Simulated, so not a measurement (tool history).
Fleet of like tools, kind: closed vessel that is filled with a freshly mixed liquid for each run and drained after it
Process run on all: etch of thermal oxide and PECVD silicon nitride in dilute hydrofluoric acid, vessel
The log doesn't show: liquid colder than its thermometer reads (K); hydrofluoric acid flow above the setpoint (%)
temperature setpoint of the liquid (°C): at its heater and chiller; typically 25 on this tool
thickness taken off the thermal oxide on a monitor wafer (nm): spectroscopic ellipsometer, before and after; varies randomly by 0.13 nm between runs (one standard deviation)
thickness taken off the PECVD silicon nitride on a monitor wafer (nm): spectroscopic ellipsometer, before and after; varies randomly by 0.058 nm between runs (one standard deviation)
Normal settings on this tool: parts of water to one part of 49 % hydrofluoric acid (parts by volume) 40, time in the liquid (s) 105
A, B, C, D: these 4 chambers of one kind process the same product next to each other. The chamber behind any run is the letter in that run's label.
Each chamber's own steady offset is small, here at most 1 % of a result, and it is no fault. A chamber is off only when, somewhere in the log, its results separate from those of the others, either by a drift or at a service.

run	hour	temperature setpoint of the liquid (°C)	parts of water to one part of 49 % hydrofluoric acid (parts by volume)	time in the liquid (s)	hours since the thermometer was replaced	hours since the hydrofluoric acid flow meter was replaced	read-back film thickness of the thermal oxide reference wafer, read on the same gauge (nm)	read-back film thickness of the PECVD silicon nitride reference wafer, read on the same gauge (nm)	thickness taken off the thermal oxide on a monitor wafer (nm)	thickness taken off the PECVD silicon nitride on a monitor wafer (nm)
1C	5	25	40	105	1320.6	956.8	49.99	149.97	13.704	15.546
2B	11.1	25	40	105	1444.8	523.8	49.948	149.98	13.569	15.603
3A	19.9	25	40	105	834.6	1410.9	50.016	149.97	13.618	15.658
4D	27.5	25	40	105	1148.3	553.4	49.979	150.01	13.525	15.699
5A	38.6	25	40	105	853.3	1429.6	49.984	150.01	13.557	15.711
6C	45.5	25	40	105	1361.1	997.3	49.979	150	13.806	15.685
7B	51.7	25	40	105	1485.4	564.4	50.015	149.98	13.656	15.711
8D	56.6	25	40	105	1177.4	582.5	49.992	150	13.429	15.784
# hour 57: chamber C: thermometer replaced
9C	66.7	21.5	30	105	9.7	1018.5	50.009	150.02	15.72	16.184
10A	72.1	21.5	30	105	886.8	1463.1	50.029	149.99	16.081	16.456
11D	82.6	21.5	30	105	1203.4	608.5	50.008	149.96	15.793	16.359
12B	90.5	21.5	30	105	1524.2	603.2	49.982	150	16.026	16.509
13C	95.8	28.5	55	105	38.8	1047.6	50.003	150	11.272	14.528
14B	105	28.5	55	105	1538.7	617.7	49.998	149.98	11.192	14.464
# hour 106.4: chamber A: hydrofluoric acid flow meter replaced
15A	116.2	28.5	55	105	930.9	9.8	49.983	149.98	11.014	14.489
16D	123.3	28.5	55	105	1244.1	649.2	49.985	150.03	11.183	14.542
17A	132.5	25	40	105	947.2	26.1	50.002	149.99	13.248	15.663
18D	141.9	25	40	105	1262.7	667.8	49.981	150.01	13.764	15.843
19C	153	25	40	105	96	1104.8	49.999	149.97	13.295	15.729
20B	164.1	25	40	105	1597.8	676.8	50.001	149.99	13.26	15.654
21C	171.5	25	40	105	114.5	1123.3	49.977	150.01	13.702	15.667
22B	181.6	25	40	105	1615.3	694.3	50.008	149.99	13.506	15.806
23A	187.9	25	40	105	1002.6	81.5	49.986	149.99	13.406	15.756
24D	193.7	25	40	105	1314.5	719.6	50.045	150.02	13.291	15.78
25C	200.8	25	40	105	143.8	1152.6	50.002	150.01	13.553	15.534
26A	212.2	25	40	105	1026.9	105.8	49.981	150	13.61	15.718
27D	219.6	25	40	105	1340.4	745.5	49.993	150.05	13.627	15.738
28B	230.2	25	40	105	1663.9	742.9	50.004	150.04	13.742	15.753
29B	235.4	25	40	105	1669.1	748.1	49.99	150.02	13.77	15.776
# hour 238.4: chamber B: thermometer replaced
30C	245.8	25	40	105	188.8	1197.6	49.965	150.02	13.384	15.657
31D	256.6	25	40	105	1377.4	782.5	49.973	150.01	13.266	15.807
32A	267.1	25	40	105	1081.8	160.7	50.019	149.94	13.62	15.745
33A	274	25	40	105	1088.7	167.6	49.992	150.01	13.436	15.741
34C	281.8	25	40	105	224.8	1233.6	49.987	149.98	13.682	15.633
35D	287.7	25	40	105	1408.5	813.6	50.012	149.97	13.626	15.638
36B	293	25	40	105	54.6	805.7	50.015	150.03	13.584	15.823
37C	299	25	40	105	242	1250.8	50.009	149.99	13.773	15.662
38A	306.8	25	40	105	1121.5	200.4	50.043	150.01	13.532	15.712
39B	315.3	25	40	105	76.9	828	49.99	149.99	13.832	15.659
40D	322	25	55	150	1442.8	847.9	50.049	150.04	13.977	16.437
41D	330.5	25	55	150	1451.3	856.4	49.971	149.99	13.763	16.603

For the next run the whole fleet of 4 chambers uses the same settings. Give each chamber's results:
42A	338.7	25	40	105					?	?
42B	338.7	25	40	105					?	?
42C	338.7	25	40	105					?	?
42D	338.7	25	40	105					?	?

run	thickness taken off the thermal oxide on a monitor wafer (nm)	thickness taken off the PECVD silicon nitride on a monitor wafer (nm)
42A	13.597	15.679
42B	13.951	15.697
42C	13.735	15.599
42D	13.374	15.792

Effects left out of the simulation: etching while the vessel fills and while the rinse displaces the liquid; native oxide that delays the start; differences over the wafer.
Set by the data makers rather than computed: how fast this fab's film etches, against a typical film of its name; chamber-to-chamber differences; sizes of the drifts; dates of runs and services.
